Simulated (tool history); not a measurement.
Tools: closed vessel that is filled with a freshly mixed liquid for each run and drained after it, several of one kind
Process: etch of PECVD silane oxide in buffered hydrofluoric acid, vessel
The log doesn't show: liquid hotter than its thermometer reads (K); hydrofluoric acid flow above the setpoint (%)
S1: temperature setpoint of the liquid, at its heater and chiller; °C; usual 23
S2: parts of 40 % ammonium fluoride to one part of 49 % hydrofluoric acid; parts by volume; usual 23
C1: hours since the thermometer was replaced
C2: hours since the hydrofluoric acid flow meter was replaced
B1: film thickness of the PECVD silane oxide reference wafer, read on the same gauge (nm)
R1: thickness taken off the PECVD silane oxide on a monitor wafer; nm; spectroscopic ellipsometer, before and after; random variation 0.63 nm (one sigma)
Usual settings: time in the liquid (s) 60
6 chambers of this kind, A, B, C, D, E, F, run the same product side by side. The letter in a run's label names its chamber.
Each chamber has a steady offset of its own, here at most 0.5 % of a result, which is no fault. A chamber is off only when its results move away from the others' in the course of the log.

Run 1B, hour 7.1: usual settings; C1 374.7; C2 1378.5; B1 139.98. Result: R1 75.721 nm.
Run 2A, hour 12: usual settings; C1 397.2; C2 1820.8; B1 140.01. Result: R1 76.511 nm.
Run 3C, hour 18.3: usual settings; C1 207.9; C2 207.8; B1 139.98. Result: R1 76.817 nm.
Run 4E, hour 27.2: usual settings; C1 1703.6; C2 841.1; B1 139.99. Result: R1 76.021 nm.
Run 5D, hour 32.5: usual settings; C1 792.1; C2 189.5; B1 139.98. Result: R1 77.19 nm.
Run 6F, hour 37.4: usual settings; C1 2238.3; C2 840.8; B1 140. Result: R1 76.72 nm.
Run 7C, hour 46.7: usual settings; C1 236.3; C2 236.2; B1 140. Result: R1 77.063 nm.
Run 8A, hour 53.4: usual settings; C1 438.6; C2 1862.2; B1 140. Result: R1 77.272 nm.
Run 9B, hour 57.7: usual settings; C1 425.3; C2 1429.1; B1 139.99. Result: R1 76.212 nm.
Run 10E, hour 63.2: usual settings; C1 1739.6; C2 877.1; B1 140. Result: R1 76.715 nm.
Run 11D, hour 67.9: usual settings; C1 827.5; C2 224.9; B1 140. Result: R1 75.918 nm.
Run 12F, hour 77.5: usual settings; C1 2278.4; C2 880.9; B1 140. Result: R1 77.709 nm.
Run 13B, hour 82.9: usual settings; C1 450.5; C2 1454.3; B1 140. Result: R1 75.318 nm.
Run 14C, hour 90: usual settings; C1 279.6; C2 279.5; B1 139.99. Result: R1 75.293 nm.
Run 15F, hour 94.7: usual settings; C1 2295.6; C2 898.1; B1 139.99. Result: R1 76.636 nm.
Run 16D, hour 100.6: usual settings but S2 30 parts by volume, time in the liquid (s) 30; C1 860.2; C2 257.6; B1 139.99. Result: R1 32.12 nm.
Run 17E, hour 109.6: usual settings but S2 30 parts by volume, time in the liquid (s) 30; C1 1786; C2 923.5; B1 139.99. Result: R1 31.648 nm.
Run 18A, hour 119: usual settings but S2 30 parts by volume, time in the liquid (s) 30; C1 504.2; C2 1927.8; B1 140.01. Result: R1 31.74 nm.
At hour 121.7: chamber A: hydrofluoric acid flow meter replaced.
Run 19F, hour 128.6: usual settings but S2 30 parts by volume, time in the liquid (s) 30; C1 2329.5; C2 932; B1 139.99. Result: R1 32.5 nm.
Run 20D, hour 135.6: usual settings but S2 30 parts by volume, time in the liquid (s) 30; C1 895.2; C2 292.6; B1 140. Result: R1 32.148 nm.
Run 21C, hour 145.3: usual settings but S2 30 parts by volume, time in the liquid (s) 30; C1 334.9; C2 334.8; B1 140.01. Result: R1 31.998 nm.
Run 22E, hour 153.2: usual settings; C1 1829.6; C2 967.1; B1 140.01. Result: R1 76.408 nm.
Run 23B, hour 157.5: usual settings; C1 525.1; C2 1528.9; B1 140.01. Result: R1 75.732 nm.
Run 24A, hour 162.1: usual settings; C1 547.3; C2 40.4; B1 139.98. Result: R1 76.078 nm.
Run 25F, hour 171.8: usual settings; C1 2372.7; C2 975.2; B1 140.02. Result: R1 77.707 nm.
Run 26A, hour 176.3: usual settings but S1 28 °C; C1 561.5; C2 54.6; B1 140.01. Result: R1 100.34 nm.
Run 27E, hour 180.7: usual settings but S1 28 °C; C1 1857.1; C2 994.6; B1 140. Result: R1 99.439 nm.
Run 28D, hour 186.6: usual settings but S1 28 °C; C1 946.2; C2 343.6; B1 140.01. Result: R1 98.846 nm.
Run 29C, hour 192.1: usual settings but S1 28 °C; C1 381.7; C2 381.6; B1 140.01. Result: R1 100.04 nm.
Run 30B, hour 200.5: usual settings but S1 28 °C; C1 568.1; C2 1571.9; B1 139.99. Result: R1 101.42 nm.
Run 31E, hour 205.9: usual settings but S1 28 °C; C1 1882.3; C2 1019.8; B1 140.01. Result: R1 99.545 nm.
Run 32B, hour 213.5: usual settings; C1 581.1; C2 1584.9; B1 140.01. Result: R1 76.917 nm.
Run 33D, hour 222.4: usual settings; C1 982; C2 379.4; B1 140.01. Result: R1 76.65 nm.
Run 34A, hour 230.4: usual settings; C1 615.6; C2 108.7; B1 140.01. Result: R1 75.589 nm.
Run 35F, hour 235.2: usual settings but S2 16 parts by volume, time in the liquid (s) 70; C1 2436.1; C2 1038.6; B1 139.98. Result: R1 129.97 nm.
Run 36C, hour 240.2: usual settings but S2 16 parts by volume, time in the liquid (s) 70; C1 429.8; C2 429.7; B1 140.01. Result: R1 122.5 nm.

All 6 chambers run these settings next. Forecast each chamber's results:
Run 37A, hour 247.2: usual settings but S1 25.5 °C. Result: R1 ?.
Run 37B, hour 247.2: usual settings but S1 25.5 °C. Result: R1 ?.
Run 37C, hour 247.2: usual settings but S1 25.5 °C. Result: R1 ?.
Run 37D, hour 247.2: usual settings but S1 25.5 °C. Result: R1 ?.
Run 37E, hour 247.2: usual settings but S1 25.5 °C. Result: R1 ?.
Run 37F, hour 247.2: usual settings but S1 25.5 °C. Result: R1 ?.

run      R1
37A  87.947
37B  87.119
37C   87.66
37D  87.911
37E  88.179
37F  91.127

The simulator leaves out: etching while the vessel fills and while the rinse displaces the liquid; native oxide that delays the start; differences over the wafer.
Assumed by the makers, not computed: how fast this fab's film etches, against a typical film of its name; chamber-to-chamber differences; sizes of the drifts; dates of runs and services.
